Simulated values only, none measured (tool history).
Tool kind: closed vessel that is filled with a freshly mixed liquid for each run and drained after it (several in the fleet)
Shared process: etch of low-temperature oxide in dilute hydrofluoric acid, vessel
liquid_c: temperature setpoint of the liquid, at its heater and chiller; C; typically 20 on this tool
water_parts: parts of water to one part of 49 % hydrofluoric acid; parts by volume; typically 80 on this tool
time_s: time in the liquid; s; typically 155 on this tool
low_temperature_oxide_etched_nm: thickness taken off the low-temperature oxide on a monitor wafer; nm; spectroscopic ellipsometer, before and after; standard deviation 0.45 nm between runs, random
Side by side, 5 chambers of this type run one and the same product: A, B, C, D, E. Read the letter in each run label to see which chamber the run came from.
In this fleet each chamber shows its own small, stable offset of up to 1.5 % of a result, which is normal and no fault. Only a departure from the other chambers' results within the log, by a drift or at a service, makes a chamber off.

| run | day | liquid_c | water_parts | time_s | hours since the thermometer was replaced | hours since the hydrofluoric acid flow meter was replaced | read-back film thickness of the low-temperature oxide reference wafer, read on the same gauge (nm) | low_temperature_oxide_etched_nm |
|---|---|---|---|---|---|---|---|---|
| 1C | 0.429 | 20 | 80 | 155 | 367.9 | 1114.1 | 110.03 | 54.733 |
| 2B | 0.771 | 20 | 80 | 155 | 321.9 | 887.5 | 110.00 | 54.687 |
| 3D | 1.279 | 20 | 80 | 155 | 229.6 | 1295.6 | 110.00 | 55.978 |
| 4A | 1.671 | 20 | 80 | 155 | 920.6 | 420.9 | 109.99 | 54.829 |
| 5E | 2.083 | 20 | 80 | 155 | 192.5 | 220.1 | 110.00 | 55.231 |
| 6B | 2.408 | 20 | 80 | 155 | 361.2 | 926.8 | 110.04 | 54.387 |
| 7D | 2.746 | 20 | 80 | 155 | 264.8 | 1330.8 | 109.99 | 55.530 |
| 8E | 3.125 | 20 | 80 | 155 | 217.5 | 245.1 | 109.99 | 55.698 |
| 9A | 3.458 | 20 | 80 | 155 | 963.5 | 463.8 | 110.00 | 55.150 |
| 10C | 3.704 | 20 | 80 | 155 | 446.5 | 1192.7 | 109.99 | 54.395 |
| 11A | 4.050 | 22 | 65 | 155 | 977.7 | 478.0 | 109.98 | 75.090 |
| 12C | 4.533 | 22 | 65 | 155 | 466.4 | 1212.6 | 109.97 | 75.149 |
| 13B | 4.779 | 22 | 65 | 155 | 418.1 | 983.7 | 110.02 | 75.347 |
| 14E | 5.071 | 22 | 65 | 155 | 264.2 | 291.8 | 110.02 | 76.041 |
| 15D | 5.579 | 22 | 65 | 155 | 332.8 | 1398.8 | 109.99 | 77.935 |
| 16D | 5.829 | 20 | 80 | 155 | 338.8 | 1404.8 | 109.98 | 56.207 |
| 17C | 6.362 | 20 | 80 | 155 | 510.3 | 1256.5 | 109.97 | 54.923 |
| 18B | 6.650 | 17 | 80 | 155 | 463.0 | 1028.6 | 110.00 | 48.242 |
| 19E | 6.996 | 17 | 80 | 155 | 310.4 | 338.0 | 110.00 | 49.157 |
| 20A | 7.288 | 17 | 80 | 155 | 1055.4 | 555.7 | 110.01 | 47.846 |
| 21A | 7.700 | 17 | 80 | 155 | 1065.3 | 565.6 | 110.02 | 48.955 |
| 22E | 8.012 | 17 | 80 | 155 | 334.8 | 362.4 | 110.01 | 48.771 |
| 23B | 8.538 | 20 | 80 | 155 | 508.3 | 1073.9 | 110.05 | 54.244 |
|  | 8.675 | chamber B: thermometer replaced |
| 24C | 9.054 | 20 | 80 | 155 | 574.9 | 1321.1 | 109.97 | 54.452 |
| 25D | 9.388 | 20 | 80 | 155 | 424.2 | 1490.2 | 109.96 | 55.430 |
| 26A | 9.850 | 20 | 115 | 240 | 1116.9 | 617.2 | 109.98 | 57.808 |
| 27D | 10.283 | 20 | 115 | 240 | 445.7 | 1511.7 | 109.99 | 58.350 |
| 28C | 10.671 | 20 | 115 | 240 | 613.7 | 1359.9 | 110.02 | 56.756 |
| 29B | 11.179 | 20 | 115 | 240 | 60.2 | 1137.3 | 110.05 | 56.509 |
| 30E | 11.600 | 20 | 115 | 240 | 420.9 | 448.5 | 110.01 | 56.737 |
| 31D | 11.875 | 20 | 80 | 155 | 483.9 | 1549.9 | 110.00 | 56.571 |
| 32C | 12.121 | 22 | 80 | 215 | 648.5 | 1394.7 | 109.96 | 82.665 |
| 33A | 12.521 | 22 | 80 | 215 | 1181.0 | 681.3 | 110.01 | 87.425 |
| 34E | 12.862 | 22 | 80 | 215 | 451.2 | 478.8 | 109.98 | 83.694 |
| 35B | 13.258 | 22 | 80 | 215 | 110.1 | 1187.2 | 109.97 | 81.488 |
| 36D | 13.592 | 22 | 80 | 215 | 525.1 | 1591.1 | 110.02 | 84.644 |
| 37A | 13.850 | 20 | 80 | 155 | 1212.9 | 713.2 | 109.96 | 58.955 |
| 38C | 14.288 | 20 | 80 | 155 | 700.5 | 1446.7 | 110.00 | 55.086 |
| 39B | 14.821 | 20 | 80 | 155 | 147.6 | 1224.7 | 110.00 | 54.695 |
| 40E | 15.196 | 20 | 80 | 155 | 507.2 | 534.8 | 109.98 | 55.916 |

Predict what each chamber gives when all 5 of them run the settings below next.
| 41A | 15.588 | 20 | 80 | 230 |  |  |  | ? |
| 41B | 15.588 | 20 | 80 | 230 |  |  |  | ? |
| 41C | 15.588 | 20 | 80 | 230 |  |  |  | ? |
| 41D | 15.588 | 20 | 80 | 230 |  |  |  | ? |
| 41E | 15.588 | 20 | 80 | 230 |  |  |  | ? |

| run | low_temperature_oxide_etched_nm |
|---|---|
| 41A | 89.416 |
| 41B | 80.876 |
| 41C | 82.067 |
| 41D | 82.850 |
| 41E | 82.677 |
